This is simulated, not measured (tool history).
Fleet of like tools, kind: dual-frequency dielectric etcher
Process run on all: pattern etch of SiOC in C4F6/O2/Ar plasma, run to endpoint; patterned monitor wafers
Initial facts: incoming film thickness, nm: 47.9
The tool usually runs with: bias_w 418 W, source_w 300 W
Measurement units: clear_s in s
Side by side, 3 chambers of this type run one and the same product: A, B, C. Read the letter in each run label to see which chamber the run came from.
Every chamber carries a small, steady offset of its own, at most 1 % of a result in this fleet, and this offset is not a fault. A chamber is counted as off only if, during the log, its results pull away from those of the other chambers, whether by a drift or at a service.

run,hour,bias_w,source_w,clear_s
1B,9.8,418,300,19.144
2C,19.9,418,300,18.952
3A,30.3,418,300,18.994
4A,40.0,418,300,18.837
5C,50.4,418,300,18.925
6B,58.9,418,300,19.347
7C,66.0,418,300,19.033
8B,74.3,339,300,20.824
# hour 78.1: chamber B: wet clean of the chamber
# hour 83.2: chamber A: source power generator calibrated
9A,84.9,339,300,20.474
10B,94.5,339,300,20.733
11C,100.1,418,300,18.962
12A,105.3,418,300,18.997
13C,113.6,418,300,19.001
14B,119.1,418,300,18.964
15A,129.0,418,250,20.163
16A,137.5,418,250,20.191
17C,142.8,418,250,20.420
18B,150.2,418,300,19.180
19B,159.4,332,350,19.700
20C,167.7,332,350,19.519
21A,172.7,332,350,19.236
22A,183.5,418,360,17.599
23C,195.0,418,360,17.761
24B,205.6,418,360,17.932
25C,214.8,418,230,20.943
26A,222.2,418,230,20.540
27B,233.5,418,230,21.074
28B,242.5,418,280,19.720
29A,248.2,418,280,19.102
30C,254.1,418,280,19.575
31C,265.6,501,250,19.086
32A,276.0,501,250,18.608
33B,286.6,501,250,19.140
34B,293.6,418,300,19.130
35C,302.3,319,360,19.551
36A,308.4,319,360,18.966
# hour 316.4: chamber C: wet clean of the chamber
37C,317.9,319,360,19.511
38A,328.6,418,300,18.776
39B,333.6,418,300,19.103
40B,344.1,418,300,19.062
41C,352.2,461,270,19.060

Decide between three cases: one chamber stands off from its peers, the gauge reading all wafers drifts, or nothing is wrong past each chamber's small offset. Where a chamber is off, say which and what most likely put it there.

One chamber, A, drifts off from the rest bit by bit.
Cause: etch rate over this chamber's usual, % = 2.97.

Here are 4 candidates for chamber A's next run, each the usual settings with a change, their results left as question marks. Which one brings its results back in line with what the others give on the usual settings?
In line here means within this much of the mean the other chambers give on the usual settings: clear_s 0.320 s
42A-1,360.4,435,310,?
42A-2,360.4,418,250,?
42A-3,360.4,451,330,?
42A-4,360.4,418,270,?

Average result of the remaining chambers running the usual settings: clear_s 19.090 s
run,clear_s
42A-1,17.964
42A-2,19.736
42A-3,17.318
42A-4,19.186
Change 42A-4 lands the chamber within the allowed miss of the other chambers.
